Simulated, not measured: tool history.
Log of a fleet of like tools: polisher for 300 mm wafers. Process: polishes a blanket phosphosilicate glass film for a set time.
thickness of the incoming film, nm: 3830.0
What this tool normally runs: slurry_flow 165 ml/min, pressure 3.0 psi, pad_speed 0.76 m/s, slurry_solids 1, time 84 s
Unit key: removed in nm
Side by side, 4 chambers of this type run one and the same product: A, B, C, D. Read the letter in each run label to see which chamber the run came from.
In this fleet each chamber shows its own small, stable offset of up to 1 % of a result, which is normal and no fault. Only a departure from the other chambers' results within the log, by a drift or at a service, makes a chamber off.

| run | hour | slurry_flow | pressure | pad_speed | slurry_solids | time | wafers polished on this pad | hours since the slurry nozzle was cleaned | hours since the head pressure was calibrated | hours since the slurry blender was calibrated | hours since the conditioning disc was replaced | removed |
|---|---|---|---|---|---|---|---|---|---|---|---|---|
|  | 2.8 | chamber C: worn pad replaced by a new one |
| 1A | 6.5 | 165 | 3.0 | 0.76 | 1 | 84 | 519 | 65.4 | 287.6 | 189.2 | 513.4 | 665.80 |
|  | 9.8 | chamber A: conditioning disc replaced and pad reconditioned |
| 2C | 12.7 | 165 | 3.0 | 0.76 | 1 | 84 | 120 | 102.9 | 205.3 | 277.7 | 13.8 | 665.45 |
| 3D | 22.3 | 165 | 3.0 | 0.76 | 1 | 84 | 509 | 266.6 | 301.2 | 275.9 | 44.7 | 655.77 |
|  | 24.2 | chamber A: slurry blender recalibrated |
|  | 25.1 | chamber C: slurry blender recalibrated |
| 4B | 29.1 | 165 | 3.0 | 0.76 | 1 | 84 | 742 | 30.4 | 162.7 | 122.2 | 73.0 | 644.96 |
| 5D | 37.7 | 165 | 3.0 | 0.76 | 1 | 104 | 695 | 282.0 | 316.6 | 291.3 | 60.1 | 821.27 |
|  | 39.0 | chamber B: worn pad replaced by a new one |
| 6B | 46.1 | 165 | 3.0 | 0.76 | 1 | 104 | 85 | 47.4 | 179.7 | 139.2 | 90.0 | 810.92 |
|  | 46.9 | chamber A: worn pad replaced by a new one |
|  | 57.3 | chamber D: slurry blender recalibrated |
| 7C | 59.6 | 165 | 3.0 | 0.76 | 1 | 104 | 687 | 149.8 | 252.2 | 34.5 | 60.7 | 811.72 |
|  | 64.6 | chamber D: worn pad replaced by a new one |
| 8A | 67.1 | 165 | 3.0 | 0.76 | 1 | 104 | 244 | 126.0 | 348.2 | 43.0 | 57.4 | 803.32 |
|  | 76.9 | chamber B: conditioning disc replaced and pad reconditioned |
|  | 77.0 | chamber C: worn pad replaced by a new one |
| 9C | 80.3 | 165 | 3.0 | 0.76 | 1 | 84 | 39 | 170.5 | 272.9 | 55.2 | 81.4 | 665.20 |
| 10D | 89.8 | 165 | 3.0 | 0.76 | 1 | 84 | 305 | 334.1 | 368.7 | 32.5 | 112.2 | 659.07 |
| 11A | 96.1 | 165 | 3.0 | 0.76 | 1 | 84 | 594 | 155.0 | 377.2 | 72.0 | 86.4 | 651.19 |
|  | 110.3 | chamber B: worn pad replaced by a new one |
| 12B | 110.3 | 165 | 3.0 | 0.76 | 1 | 84 | 0 | 111.6 | 243.9 | 203.4 | 33.4 | 648.22 |
|  | 117.2 | chamber A: worn pad replaced by a new one |
| 13A | 121.4 | 165 | 3.0 | 0.76 | 1 | 84 | 51 | 180.3 | 402.5 | 97.3 | 111.7 | 649.94 |
| 14C | 130.1 | 165 | 3.0 | 0.76 | 1 | 84 | 641 | 220.3 | 322.7 | 105.0 | 131.2 | 641.33 |
|  | 143.3 | chamber D: worn pad replaced by a new one |
| 15B | 144.3 | 165 | 3.8 | 0.76 | 1 | 95 | 411 | 145.6 | 277.9 | 237.4 | 67.4 | 899.58 |
|  | 149.4 | chamber C: worn pad replaced by a new one |
| 16D | 150.6 | 165 | 3.8 | 0.76 | 1 | 95 | 88 | 394.9 | 429.5 | 93.3 | 173.0 | 938.44 |
| 17C | 162.3 | 165 | 3.8 | 0.76 | 1 | 95 | 157 | 252.5 | 354.9 | 137.2 | 163.4 | 941.55 |
|  | 171.0 | chamber D: head pressure recalibrated |
| 18A | 174.9 | 165 | 3.8 | 0.76 | 1 | 95 | 697 | 233.8 | 456.0 | 150.8 | 165.2 | 954.81 |
|  | 175.8 | chamber A: slurry nozzle cleaned |
|  | 179.2 | chamber D: conditioning disc replaced and pad reconditioned |
| 19D | 183.3 | 165 | 3.0 | 0.76 | 1 | 84 | 483 | 427.6 | 12.3 | 126.0 | 4.2 | 662.10 |
|  | 185.2 | chamber A: worn pad replaced by a new one |
|  | 189.5 | chamber B: conditioning disc replaced and pad reconditioned |
| 20B | 191.7 | 165 | 3.0 | 0.76 | 1 | 84 | 983 | 193.0 | 325.3 | 284.8 | 2.2 | 636.40 |
|  | 192.5 | chamber B: worn pad replaced by a new one |
| 21D | 199.3 | 165 | 3.0 | 0.76 | 1 | 84 | 677 | 443.6 | 28.3 | 142.0 | 20.2 | 663.38 |
|  | 206.3 | chamber B: head pressure recalibrated |
| 22B | 209.6 | 165 | 3.0 | 0.76 | 1 | 84 | 207 | 210.9 | 3.4 | 302.7 | 20.1 | 635.08 |
|  | 210.5 | chamber C: worn pad replaced by a new one |
| 23A | 220.5 | 165 | 3.0 | 0.76 | 1 | 84 | 427 | 44.8 | 501.6 | 196.4 | 210.8 | 653.51 |
|  | 224.0 | chamber D: worn pad replaced by a new one |
|  | 226.0 | chamber A: slurry blender recalibrated |
|  | 228.6 | chamber D: slurry nozzle cleaned |
| 24C | 230.9 | 165 | 3.0 | 0.76 | 1 | 84 | 246 | 321.1 | 423.5 | 205.8 | 232.0 | 654.73 |
| 25C | 240.6 | 165 | 3.0 | 0.76 | 1 | 84 | 363 | 330.8 | 433.2 | 215.5 | 241.7 | 645.62 |
|  | 249.8 | chamber A: worn pad replaced by a new one |
| 26A | 252.9 | 165 | 3.0 | 0.76 | 1 | 84 | 37 | 77.2 | 534.0 | 26.9 | 243.2 | 662.47 |
| 27D | 262.7 | 165 | 3.0 | 0.76 | 1 | 84 | 468 | 34.1 | 91.7 | 205.4 | 83.6 | 658.80 |
|  | 268.7 | chamber B: worn pad replaced by a new one |
| 28B | 276.6 | 165 | 3.0 | 0.76 | 1 | 104 | 96 | 277.9 | 70.4 | 369.7 | 87.1 | 775.55 |
|  | 278.4 | chamber A: head pressure recalibrated |
|  | 281.3 | chamber C: worn pad replaced by a new one |
| 29C | 285.6 | 165 | 3.0 | 0.76 | 1 | 104 | 52 | 375.8 | 478.2 | 260.5 | 286.7 | 801.66 |
| 30D | 295.1 | 165 | 3.0 | 0.76 | 1 | 104 | 860 | 66.5 | 124.1 | 237.8 | 116.0 | 821.24 |
| 31A | 304.9 | 165 | 3.0 | 0.76 | 1 | 104 | 666 | 129.2 | 26.6 | 78.9 | 295.2 | 798.07 |
|  | 311.2 | chamber B: conditioning disc replaced and pad reconditioned |
| 32B | 313.6 | 165 | 3.0 | 0.76 | 1 | 84 | 543 | 314.9 | 107.4 | 406.7 | 2.5 | 609.86 |
|  | 319.3 | chamber D: worn pad replaced by a new one |
| 33C | 324.2 | 165 | 3.0 | 0.76 | 1 | 84 | 519 | 414.4 | 516.8 | 299.1 | 325.3 | 666.32 |
| 34D | 332.3 | 165 | 3.0 | 0.76 | 1 | 84 | 157 | 103.7 | 161.3 | 275.0 | 153.2 | 658.78 |

For the next run the whole fleet of 4 chambers uses the same settings. Give each chamber's results:
| 35A | 342.5 | 165 | 3.0 | 0.76 | 1 | 84 |  |  |  |  |  | ? |
| 35B | 342.5 | 165 | 3.0 | 0.76 | 1 | 84 |  |  |  |  |  | ? |
| 35C | 342.5 | 165 | 3.0 | 0.76 | 1 | 84 |  |  |  |  |  | ? |
| 35D | 342.5 | 165 | 3.0 | 0.76 | 1 | 84 |  |  |  |  |  | ? |

| run | removed |
|---|---|
| 35A | 663.13 |
| 35B | 611.98 |
| 35C | 653.46 |
| 35D | 667.93 |

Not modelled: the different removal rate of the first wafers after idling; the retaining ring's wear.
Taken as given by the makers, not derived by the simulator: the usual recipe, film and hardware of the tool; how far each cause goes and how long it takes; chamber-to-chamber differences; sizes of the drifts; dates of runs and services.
